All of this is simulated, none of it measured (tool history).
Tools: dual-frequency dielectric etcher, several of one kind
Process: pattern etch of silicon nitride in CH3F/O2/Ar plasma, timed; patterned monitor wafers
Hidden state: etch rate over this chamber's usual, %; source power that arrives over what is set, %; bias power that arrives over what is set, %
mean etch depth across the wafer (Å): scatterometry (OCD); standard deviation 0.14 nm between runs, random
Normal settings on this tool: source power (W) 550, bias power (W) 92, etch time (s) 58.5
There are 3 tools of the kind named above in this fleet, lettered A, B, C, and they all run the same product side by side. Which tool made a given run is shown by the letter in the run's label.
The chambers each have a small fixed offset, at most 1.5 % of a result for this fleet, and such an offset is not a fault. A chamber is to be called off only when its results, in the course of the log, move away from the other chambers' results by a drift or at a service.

run	hour	source power (W)	bias power (W)	etch time (s)	hours since the last wet clean	hours since the last source power generator calibration	hours since the last bias power generator calibration	read-back reference wafer on the same gauge, depth_nm	mean etch depth across the wafer (Å)
1C	8.9	550	92	58.5	324.6	931.7	1934.1	43.973	509.08
2A	14.7	550	92	58.5	284.2	29	996.4	43.956	506.18
3B	22.5	550	92	58.5	125.2	2231	118.3	43.988	504.6
4A	32.7	550	92	58.5	302.2	47	1014.4	43.996	505.19
5B	40.5	550	92	58.5	143.2	2249	136.3	44.022	505.99
6C	47.6	550	92	58.5	363.3	970.4	1972.8	44.016	513.15
7A	59.2	550	92	58.5	328.7	73.5	1040.9	43.992	504.25
8B	69.6	550	92	58.5	172.3	2278.1	165.4	44.006	506.43
9C	80	550	92	58.5	395.7	1002.8	2005.2	43.981	510.29
10A	88.1	550	92	58.5	357.6	102.4	1069.8	43.983	506.15
11B	100.2	550	92	58.5	202.9	2308.7	196	43.982	507.65
12C	109.9	550	92	58.5	425.6	1032.7	2035.1	44.002	509.55
13A	120.9	480	111	58.5	390.4	135.2	1102.6	44.009	514.42
14C	126.5	480	111	58.5	442.2	1049.3	2051.7	43.993	516.92
# hour 130.1: chamber C: wet clean of the chamber
15B	135.7	480	111	58.5	238.4	2344.2	231.5	44.022	515.81
16B	144.5	550	92	58.5	247.2	2353	240.3	44.001	506.43
17A	152.1	550	92	58.5	421.6	166.4	1133.8	43.981	505.94
18C	161	550	92	58.5	31	1083.8	2086.2	44.003	525.61
19A	168.1	550	92	58.5	437.6	182.4	1149.8	44.032	507.25
20B	177.2	550	92	58.5	279.9	2385.7	273	44.005	504.45
21C	185.8	550	92	58.5	55.8	1108.6	2111	44.002	527.87
22C	193.5	550	92	58.5	63.5	1116.3	2118.7	44.017	528.8
23B	200.4	550	92	50	303.1	2408.9	296.2	44.008	431.63
24A	206.6	550	92	50	476.1	220.9	1188.3	43.97	432.4

Decide between three cases: one chamber stands off from its peers, the gauge reading all wafers drifts, or nothing is wrong past each chamber's small offset. Where a chamber is off, say which and what most likely put it there.

After it was serviced, chamber C no longer matches the other chambers.
Cause: etch rate over this chamber's usual, % = 3.19.

Chamber C could run next with any of the 4 candidate recipes listed below; each alters the usual settings, and their results appear as question marks. Which one brings its results back in line with what the other chambers deliver on the usual settings?
In line here means within this much of the mean the other chambers give on the usual settings: mean etch depth across the wafer (Å) 5.1
25C-1	215.8	550	93	60.5					?
25C-2	215.8	520	87	58.5					?
25C-3	215.8	560	93	61.5					?
25C-4	215.8	500	85	58.5					?

On the usual settings, the other chambers give on average: mean etch depth across the wafer (Å) 506.18
run	mean etch depth across the wafer (Å)
25C-1	546.51
25C-2	505.65
25C-3	559.28
25C-4	494.31
The right change is 25C-2: it brings the chamber back within the allowed miss of the others.

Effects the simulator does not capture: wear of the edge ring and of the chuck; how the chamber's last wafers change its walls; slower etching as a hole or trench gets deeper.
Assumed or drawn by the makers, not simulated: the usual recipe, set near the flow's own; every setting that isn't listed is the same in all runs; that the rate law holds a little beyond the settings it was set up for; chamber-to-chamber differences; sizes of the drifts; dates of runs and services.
